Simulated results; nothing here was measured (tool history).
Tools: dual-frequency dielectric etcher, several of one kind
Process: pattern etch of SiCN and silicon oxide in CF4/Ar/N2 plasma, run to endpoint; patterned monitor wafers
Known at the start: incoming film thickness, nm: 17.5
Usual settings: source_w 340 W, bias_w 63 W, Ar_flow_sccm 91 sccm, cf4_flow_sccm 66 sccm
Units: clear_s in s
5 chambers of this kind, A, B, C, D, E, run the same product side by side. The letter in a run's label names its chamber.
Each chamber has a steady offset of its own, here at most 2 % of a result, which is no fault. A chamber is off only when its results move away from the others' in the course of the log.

run,hour,source_w,bias_w,Ar_flow_sccm,cf4_flow_sccm,hours since the last wet clean,hours since the last source power generator calibration,hours since the last bias power generator calibration,hours since the last Ar flow controller change,hours since the last CF4 flow controller change,clear_s
1D,5.4,340,63,91,66,54.1,2365.8,144,3567.9,3356.7,26.971
2C,11.1,340,63,91,66,365.4,2206.3,1782.2,4841.2,3619,27.21
3A,14.2,340,63,91,66,212.3,107.3,429.8,3505.8,560.2,27.707
4B,18.6,340,63,91,66,69.1,79.1,920.2,2754.2,340.5,26.801
5E,22.8,340,63,91,66,63.6,1360.3,2022.4,4041,1601.5,26.861
6D,26.5,340,63,73,73,75.2,2386.9,165.1,3589,3377.8,25.82
7E,29.7,340,63,73,73,70.5,1367.2,2029.3,4047.9,1608.4,26.012
8A,32.5,340,63,73,73,230.6,125.6,448.1,3524.1,578.5,26.258
9B,35.9,340,63,73,73,86.4,96.4,937.5,2771.5,357.8,25.124
10C,40.1,340,63,73,73,394.4,2235.3,1811.2,4870.2,3648,26.033
11B,43.6,340,63,91,66,94.1,104.1,945.2,2779.2,365.5,27.574
12E,47.5,340,63,91,66,88.3,1385,2047.1,4065.7,1626.2,26.987
13C,53.1,340,63,91,66,407.4,2248.3,1824.2,4883.2,3661,26.939
14A,56.7,340,63,91,66,254.8,149.8,472.3,3548.3,602.7,27.804
15D,60.7,340,63,91,66,109.4,2421.1,199.3,3623.2,3412,27.095
16C,63.6,340,63,91,66,417.9,2258.8,1834.7,4893.7,3671.5,27.16
17A,69.1,340,63,91,66,267.2,162.2,484.7,3560.7,615.1,27.508
18D,72.1,340,63,91,66,120.8,2432.5,210.7,3634.6,3423.4,27.007
19E,76.7,340,63,91,66,117.5,1414.2,2076.3,4094.9,1655.4,27.253
20B,80.5,300,63,75,66,131,141,982.1,2816.1,402.4,29.107
21A,84,300,63,75,66,282.1,177.1,499.6,3575.6,630,29.926
22C,87.7,300,63,75,66,442,2282.9,1858.8,4917.8,3695.6,29.166
23D,91.3,300,63,75,66,140,2451.7,229.9,3653.8,3442.6,29.487
24E,96.2,300,63,75,66,137,1433.7,2095.8,4114.4,1674.9,29.245
25B,101.3,340,63,91,66,151.8,161.8,1002.9,2836.9,423.2,26.972
26A,105.7,340,63,91,66,303.8,198.8,521.3,3597.3,651.7,27.607
27E,109,340,63,91,66,149.8,1446.5,2108.6,4127.2,1687.7,27.242
28B,113.7,340,63,91,66,164.2,174.2,1015.3,2849.3,435.6,26.926
29D,117.4,340,63,91,66,166.1,2477.8,256,3679.9,3468.7,27.293
30C,121.3,340,63,91,66,475.6,2316.5,1892.4,4951.4,3729.2,26.803
31D,124.3,340,63,91,66,173,2484.7,262.9,3686.8,3475.6,27.048
32B,129.3,340,63,91,66,179.8,189.8,1030.9,2864.9,451.2,26.852
33C,135.1,340,63,102,66,489.4,2330.3,1906.2,4965.2,3743,27.655
34E,138.5,340,63,102,66,179.3,1476,2138.1,4156.7,1717.2,27.542
35A,143.2,340,63,102,66,341.3,236.3,558.8,3634.8,689.2,28.058
36D,147.3,340,63,102,66,196,2507.7,285.9,3709.8,3498.6,27.39
37B,151.5,340,63,102,66,202,212,1053.1,2887.1,473.4,27.134
38E,154.7,340,63,91,66,195.5,1492.2,2154.3,4172.9,1733.4,27.328
39C,160.4,340,63,91,66,514.7,2355.6,1931.5,4990.5,3768.3,26.979
40A,165.6,340,63,91,66,363.7,258.7,581.2,3657.2,711.6,27.596
41A,170.5,340,63,91,66,368.6,263.6,586.1,3662.1,716.5,27.487
42B,173.4,340,54,100,66,223.9,233.9,1075,2909,495.3,29.137
43E,178.6,340,54,100,66,219.4,1516.1,2178.2,4196.8,1757.3,28.91

Next, every chamber runs the same settings. What will each give?
44A,182.7,340,63,91,54,,,,,,?
44B,182.7,340,63,91,54,,,,,,?
44C,182.7,340,63,91,54,,,,,,?
44D,182.7,340,63,91,54,,,,,,?
44E,182.7,340,63,91,54,,,,,,?

run,clear_s
44A,28.278
44B,27.689
44C,27.883
44D,27.745
44E,28.033
